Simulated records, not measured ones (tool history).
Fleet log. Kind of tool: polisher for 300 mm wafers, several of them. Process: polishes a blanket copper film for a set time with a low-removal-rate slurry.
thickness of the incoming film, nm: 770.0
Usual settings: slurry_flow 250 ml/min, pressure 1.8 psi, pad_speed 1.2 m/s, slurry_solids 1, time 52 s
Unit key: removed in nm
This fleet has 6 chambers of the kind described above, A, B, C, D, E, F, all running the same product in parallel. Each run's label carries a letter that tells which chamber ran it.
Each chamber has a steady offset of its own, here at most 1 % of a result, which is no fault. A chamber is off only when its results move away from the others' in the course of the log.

run     day  slurry_flow  pressure  pad_speed  slurry_solids  time  removed
      0.117  -- chamber B: worn pad replaced by a new one
      0.321  -- chamber D: slurry nozzle cleaned
 1A    0.45          250       1.8        1.2              1    52   94.095
      0.546  -- chamber A: worn pad replaced by a new one
 2B   0.733          250       1.8        1.2              1    52   91.499
 3C   1.012          250       1.8        1.2              1    52     93.5
      1.017  -- chamber D: worn pad replaced by a new one
 4E   1.571          250       1.8        1.2              1    52   92.362
      1.717  -- chamber C: worn pad replaced by a new one
 5F   1.946          250       1.8        1.2              1    52   91.209
      2.158  -- chamber C: slurry blender recalibrated
 6D   2.283          250       1.8        1.2              1    52   95.526
      2.533  -- chamber D: slurry blender recalibrated
 7A   2.733          250       1.8        1.2              1    52   93.434
      3.029  -- chamber E: slurry nozzle cleaned
      3.233  -- chamber F: worn pad replaced by a new one
 8F   3.296          250       1.8        1.2              1    52   94.108
      3.596  -- chamber E: worn pad replaced by a new one
 9B   3.629          250       1.8       1.04              1    45   69.618
      3.883  -- chamber B: worn pad replaced by a new one
      3.904  -- chamber D: worn pad replaced by a new one
10C   4.117          250       1.8       1.04              1    45   68.983
       4.25  -- chamber A: worn pad replaced by a new one
      4.254  -- chamber F: slurry blender recalibrated
11E   4.442          250       1.8       1.04              1    45   69.606
      4.583  -- chamber C: worn pad replaced by a new one
12D   4.733          250       1.8       1.04              1    45   70.199
13A   5.279          250       1.8       1.04              1    45   69.908
14C   5.617          250       1.8       1.04              1    45   69.236
      5.671  -- chamber E: slurry blender recalibrated
15F     6.2          250       1.8        1.2              1    52   93.582
16B   6.567          250       1.8        1.2              1    52   90.801
      6.717  -- chamber F: worn pad replaced by a new one
       6.85  -- chamber B: slurry blender recalibrated
        7.1  -- chamber D: worn pad replaced by a new one
17D   7.108          250       1.8        1.2              1    52   93.127
      7.225  -- chamber B: worn pad replaced by a new one
      7.504  -- chamber E: worn pad replaced by a new one
      7.575  -- chamber A: worn pad replaced by a new one
18E   7.712          250       1.8        1.2              1    52   93.204
      7.762  -- chamber C: worn pad replaced by a new one
19F   7.992          250       1.8        1.2              1    52   91.999
          8  -- chamber A: slurry nozzle cleaned
      8.112  -- chamber F: slurry nozzle cleaned
20B   8.612          250       1.8       0.82            0.9    52   62.022
       8.95  -- chamber A: slurry blender recalibrated
21C   8.983          250       1.8       0.82            0.9    52   61.812
22A   9.279          250       1.8       0.82            0.9    52   63.291
23D   9.888          250       1.8       0.82            0.9    52   60.203
      9.908  -- chamber F: worn pad replaced by a new one
     10.096  -- chamber D: worn pad replaced by a new one
24E  10.321          250       1.8       0.82            0.9    52   61.929
     10.754  -- chamber A: worn pad replaced by a new one
25D  10.842          250       1.8       0.82            0.9    52   58.065
     10.883  -- chamber B: worn pad replaced by a new one
     10.892  -- chamber B: slurry nozzle cleaned
     10.917  -- chamber E: worn pad replaced by a new one
     11.179  -- chamber C: worn pad replaced by a new one
26C  11.338          250       1.8        1.2              1    52   94.263
     11.575  -- chamber A: head pressure recalibrated
27F  11.638          250       1.8        1.2              1    52   95.478
28B  12.129          250       1.8        1.2              1    52    93.06
29E  12.483          250       1.8        1.2              1    52   90.888
     12.562  -- chamber C: slurry nozzle cleaned
     12.758  -- chamber F: worn pad replaced by a new one
30A  12.958          250       1.8        1.2              1    52   95.896
31B  13.371          250       1.8        1.2              1    52   94.724
     13.675  -- chamber D: worn pad replaced by a new one
32F  13.829          250       1.8        1.2              1    52   92.379
     14.133  -- chamber A: worn pad replaced by a new one
     14.171  -- chamber E: worn pad replaced by a new one
     14.292  -- chamber B: worn pad replaced by a new one
33D  14.446          250       1.8        1.2              1    52   85.629
     14.833  -- chamber C: worn pad replaced by a new one
34A  15.004          250       1.8        1.2              1    52   92.163
35C  15.333          250       1.8        1.2              1    52   92.526
     15.504  -- chamber B: slurry blender recalibrated
     15.708  -- chamber F: worn pad replaced by a new one
36E  15.871          250       1.8        1.2              1    52   90.949
37B  16.392          250       2.1        1.2            1.1    52   113.06
38F  16.667          250       2.1        1.2            1.1    52   113.59

Decide between three cases: one chamber stands off from its peers, the gauge reading all wafers drifts, or nothing is wrong past each chamber's small offset. Where a chamber is off, say which and what most likely put it there.

Little by little, chamber D moves away from the other chambers.
What lies behind it: head's pressure below its setpoint, % = 12.3.

Here are 4 candidates for chamber D's next run, each the usual settings with a change, their results left as question marks. Which one brings its results back in line with what the others give on the usual settings?
To be in line, a result may differ from the other chambers' mean on the usual settings by at most: removed 4.1 nm
39D-1  17.121          250       1.7       1.12              1    52        ?
39D-2  17.121          245       1.6        1.2              1    46        ?
39D-3  17.121          255       1.9        1.3              1    57        ?
39D-4  17.121          250       1.9        1.2              1    55        ?

Mean of the other chambers on the usual settings: removed 93.138 nm
  run  removed
39D-1   72.757
39D-2   64.842
39D-3   103.64
39D-4   92.072
It is 39D-4 that realigns the chamber with its peers.
